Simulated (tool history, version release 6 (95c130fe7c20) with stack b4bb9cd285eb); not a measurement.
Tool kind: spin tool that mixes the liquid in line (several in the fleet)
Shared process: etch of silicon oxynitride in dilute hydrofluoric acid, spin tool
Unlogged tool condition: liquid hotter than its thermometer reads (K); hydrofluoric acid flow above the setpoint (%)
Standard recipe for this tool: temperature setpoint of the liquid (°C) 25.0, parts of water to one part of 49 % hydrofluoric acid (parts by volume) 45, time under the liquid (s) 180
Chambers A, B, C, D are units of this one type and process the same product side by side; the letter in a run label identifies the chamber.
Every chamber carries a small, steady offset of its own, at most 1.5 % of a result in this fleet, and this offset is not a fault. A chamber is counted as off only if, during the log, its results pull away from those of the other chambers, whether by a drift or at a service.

run   hour  temperature setpoint of the liquid (°C)  parts of water to one part of 49 % hydrofluoric acid (parts by volume)  time under the liquid (s)  hours since the thermometer was replaced  hours since the hydrofluoric acid flow meter was replaced  read-back film thickness of the silicon oxynitride reference wafer, read on the same gauge (nm)  thickness taken off the silicon oxynitride on a monitor wafer (nm)
 1D    5.3                                     25.0                                                                      45                        180                                    2015.2                                                      294.0                                                                                           39.973                                                             11.2140
 2B   10.6                                     25.0                                                                      45                        180                                     994.4                                                      734.9                                                                                           40.003                                                             11.3440
 3C   13.5                                     25.0                                                                      45                        180                                     901.5                                                      693.8                                                                                           40.025                                                             11.2790
 4A   18.0                                     25.0                                                                      45                        180                                    1906.5                                                      815.8                                                                                           39.981                                                             11.2300
 5D   21.7                                     25.0                                                                      45                        180                                    2031.6                                                      310.4                                                                                           39.994                                                             11.2260
 6B   24.2                                     25.0                                                                      45                        180                                    1008.0                                                      748.5                                                                                           39.997                                                             11.2730
 7C   28.8                                     25.0                                                                      45                        180                                     916.8                                                      709.1                                                                                           39.977                                                             11.4040
 8A   31.5                                     25.0                                                                      45                        180                                    1920.0                                                      829.3                                                                                           39.995                                                             11.2470
 9A   33.9                                     25.0                                                                      45                        180                                    1922.4                                                      831.7                                                                                           39.954                                                             11.3850
10C   37.8                                     25.0                                                                      45                        180                                     925.8                                                      718.1                                                                                           39.971                                                             11.3330
11B   41.0                                     25.0                                                                      45                        180                                    1024.8                                                      765.3                                                                                           40.008                                                             11.2860
12D   44.2                                     25.0                                                                      45                        180                                    2054.1                                                      332.9                                                                                           40.006                                                             11.2230
13B   47.5                                     25.0                                                                      45                        180                                    1031.3                                                      771.8                                                                                           39.970                                                             11.2790
14D   50.0                                     25.0                                                                      45                        180                                    2059.9                                                      338.7                                                                                           39.978                                                             11.2990
15C   55.2                                     23.5                                                                      45                        180                                     943.2                                                      735.5                                                                                           40.005                                                             10.6350
16A   59.0                                     23.5                                                                      45                        180                                    1947.5                                                      856.8                                                                                           39.982                                                             10.5050
17B   61.9                                     23.5                                                                      45                        180                                    1045.7                                                      786.2                                                                                           40.000                                                             10.5870
18A   67.2                                     23.5                                                                      45                        180                                    1955.7                                                      865.0                                                                                           40.003                                                             10.4940
19C   71.3                                     25.0                                                                      45                        180                                     959.3                                                      751.6                                                                                           39.987                                                             11.2870
20D   76.0                                     25.0                                                                      45                        140                                    2085.9                                                      364.7                                                                                           39.980                                                              8.7831
21C   80.9                                     25.0                                                                      45                        140                                     968.9                                                      761.2                                                                                           39.982                                                              8.7537
22D   83.6                                     25.0                                                                      45                        140                                    2093.5                                                      372.3                                                                                           40.019                                                              8.7470
23B   87.8                                     25.0                                                                      45                        140                                    1071.6                                                      812.1                                                                                           39.986                                                              8.7323
24A   93.1                                     25.0                                                                      45                        180                                    1981.6                                                      890.9                                                                                           39.994                                                             11.3040
25D   97.6                                     25.0                                                                      45                        180                                    2107.5                                                      386.3                                                                                           40.011                                                             11.3480
26C  102.3                                     25.0                                                                      35                        180                                     990.3                                                      782.6                                                                                           40.026                                                             14.7200
27A  107.2                                     25.0                                                                      35                        180                                    1995.7                                                      905.0                                                                                           40.019                                                             14.7140
28B  111.8                                     25.0                                                                      35                        180                                    1095.6                                                      836.1                                                                                           40.001                                                             14.4740
29C  114.6                                     25.0                                                                      35                        180                                    1002.6                                                      794.9                                                                                           40.018                                                             14.7460
30A  119.1                                     25.0                                                                      45                        180                                    2007.6                                                      916.9                                                                                           40.000                                                             11.2940
31D  124.2                                     25.0                                                                      45                        180                                    2134.1                                                      412.9                                                                                           40.008                                                             11.2750
32B  127.3                                     25.0                                                                      45                        140                                    1111.1                                                      851.6                                                                                           40.023                                                              8.7260
33B  130.3                                     25.0                                                                      45                        140                                    1114.1                                                      854.6                                                                                           39.981                                                              8.7645
     130.9  -- chamber D: hydrofluoric acid flow meter replaced
34D  133.6                                     25.0                                                                      45                        140                                    2143.5                                                        2.8                                                                                           40.023                                                              8.7812
35C  138.3                                     25.0                                                                      45                        140                                    1026.3                                                      818.6                                                                                           40.000                                                              8.8511
36A  141.8                                     25.0                                                                      45                        180                                    2030.3                                                      939.6                                                                                           40.016                                                             11.2980
37D  145.6                                     25.0                                                                      45                        180                                    2155.5                                                       14.8                                                                                           40.009                                                             11.1520
38B  150.2                                     25.0                                                                      45                        180                                    1134.0                                                      874.5                                                                                           39.980                                                             11.2460
39C  153.1                                     25.0                                                                      45                        180                                    1041.1                                                      833.4                                                                                           40.029                                                             11.2960
40A  157.1                                     25.0                                                                      50                        180                                    2045.6                                                      954.9                                                                                           40.004                                                             10.1410
41B  160.6                                     25.0                                                                      50                        180                                    1144.4                                                      884.9                                                                                           40.007                                                             10.1320
42D  163.6                                     25.0                                                                      50                        180                                    2173.5                                                       32.8                                                                                           39.999                                                             10.1180

Does one chamber stand apart from the rest, does the shared gauge drift, or is all well apart from small per-chamber offsets? Give the chamber and the most likely cause, where there is one.

Nothing is wrong: each chamber keeps only its own small, steady offset and the gauge holds still.
